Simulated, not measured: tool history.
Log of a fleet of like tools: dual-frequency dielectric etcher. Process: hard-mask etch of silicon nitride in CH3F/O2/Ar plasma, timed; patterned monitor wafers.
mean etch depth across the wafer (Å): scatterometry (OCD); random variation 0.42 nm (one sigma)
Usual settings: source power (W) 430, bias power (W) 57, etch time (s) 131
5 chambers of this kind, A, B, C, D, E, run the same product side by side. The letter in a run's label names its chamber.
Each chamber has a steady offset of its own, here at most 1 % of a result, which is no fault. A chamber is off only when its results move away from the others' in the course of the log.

run	hour	source power (W)	bias power (W)	etch time (s)	hours since the last wet clean	hours since the last source power generator calibration	hours since the last bias power generator calibration	read-back reference wafer on the same gauge, depth_nm	mean etch depth across the wafer (Å)
1B	9.9	430	57	131	193	100.7	766.8	96.788	872.41
2E	19.1	430	57	131	386.3	1941.4	3371.7	96.917	873.62
3D	28.4	430	57	131	179.1	1051	1545.6	96.833	873.46
4C	39.6	430	57	131	336	2094.8	3966.2	96.758	867.32
5A	47.9	430	57	131	356.9	988	2429.6	96.701	872.8
6E	57	430	57	131	424.2	1979.3	3409.6	96.775	878.73
7C	69.6	430	57	131	366	2124.8	3996.2	96.842	864.91
8D	79.5	430	57	131	230.2	1102.1	1596.7	96.696	875.43
9A	86.9	430	57	131	395.9	1027	2468.6	96.83	872.62
10B	93	430	57	131	276.1	183.8	849.9	96.82	877.43
11C	100.2	430	57	131	396.6	2155.4	4026.8	96.884	870.54
# hour 113: chamber C: wet clean of the chamber
12D	113.2	430	57	131	263.9	1135.8	1630.4	96.799	872.35
13B	125.4	430	57	131	308.5	216.2	882.3	96.825	877.33
14E	135	430	57	131	502.2	2057.3	3487.6	96.829	877.87
15A	143.2	430	57	131	452.2	1083.3	2524.9	96.849	872.91
16A	156.2	430	57	131	465.2	1096.3	2537.9	96.841	874.13
17D	166.2	430	57	131	316.9	1188.8	1683.4	96.725	884.05
# hour 168.3: chamber A: wet clean of the chamber
# hour 175.7: chamber C: bias power generator calibrated
18B	178	430	57	131	361.1	268.8	934.9	96.86	872.27
19E	186.3	430	57	131	553.5	2108.6	3538.9	96.845	873.94
20C	198.9	470	68	131	86	2254.1	23.2	96.689	963
21A	208.3	470	68	131	40	1148.4	2590	96.91	956.16
22E	214.4	470	68	131	581.6	2136.7	3567	96.849	978.12
23D	222.7	470	68	131	373.4	1245.3	1739.9	96.789	959.27
24B	235.8	470	68	131	418.9	326.6	992.7	96.759	954.18
25C	246.5	430	57	131	133.6	2301.7	70.8	96.747	867.69
26A	256.6	430	57	131	88.3	1196.7	2638.3	96.87	878.3
27E	267.6	430	57	131	634.8	2189.9	3620.2	96.716	888.91
28C	274	430	57	131	161.1	2329.2	98.3	96.719	879.49
29D	284.3	430	57	131	435	1306.9	1801.5	96.658	883.36
30B	295	430	57	131	478.1	385.8	1051.9	96.725	866.72
31E	304.3	430	57	131	671.5	2226.6	3656.9	96.867	889.2
# hour 305.6: chamber D: wet clean of the chamber
32A	314	470	44	131	145.7	1254.1	2695.7	96.677	841.2
33D	325.2	470	44	131	19.6	1347.8	1842.4	96.797	838.84
34C	336.6	470	44	131	223.7	2391.8	160.9	96.892	837.31
35B	344.3	470	44	131	527.4	435.1	1101.2	96.79	834.4
36B	352.3	470	44	131	535.4	443.1	1109.2	96.882	830.08
37E	365	430	57	131	732.2	2287.3	3717.6	96.688	898.73
# hour 370: chamber B: wet clean of the chamber
38D	377.9	430	57	131	72.3	1400.5	1895.1	96.841	875.68
39A	385.8	360	65	131	217.5	1325.9	2767.5	96.854	849.34
40C	394	360	65	131	281.1	2449.2	218.3	96.745	850.33
41C	406.6	360	65	131	293.7	2461.8	230.9	96.635	850.14
42B	416.2	360	65	131	46.3	507	1173.1	96.877	842.14
43A	429.6	360	65	131	261.3	1369.7	2811.3	96.901	848.11

Next, every chamber runs the same settings. What will each give?
44A	439.2	430	64	131					?
44B	439.2	430	64	131					?
44C	439.2	430	64	131					?
44D	439.2	430	64	131					?
44E	439.2	430	64	131					?

run	mean etch depth across the wafer (Å)
44A	904.55
44B	899.65
44C	905.88
44D	904.77
44E	948.19

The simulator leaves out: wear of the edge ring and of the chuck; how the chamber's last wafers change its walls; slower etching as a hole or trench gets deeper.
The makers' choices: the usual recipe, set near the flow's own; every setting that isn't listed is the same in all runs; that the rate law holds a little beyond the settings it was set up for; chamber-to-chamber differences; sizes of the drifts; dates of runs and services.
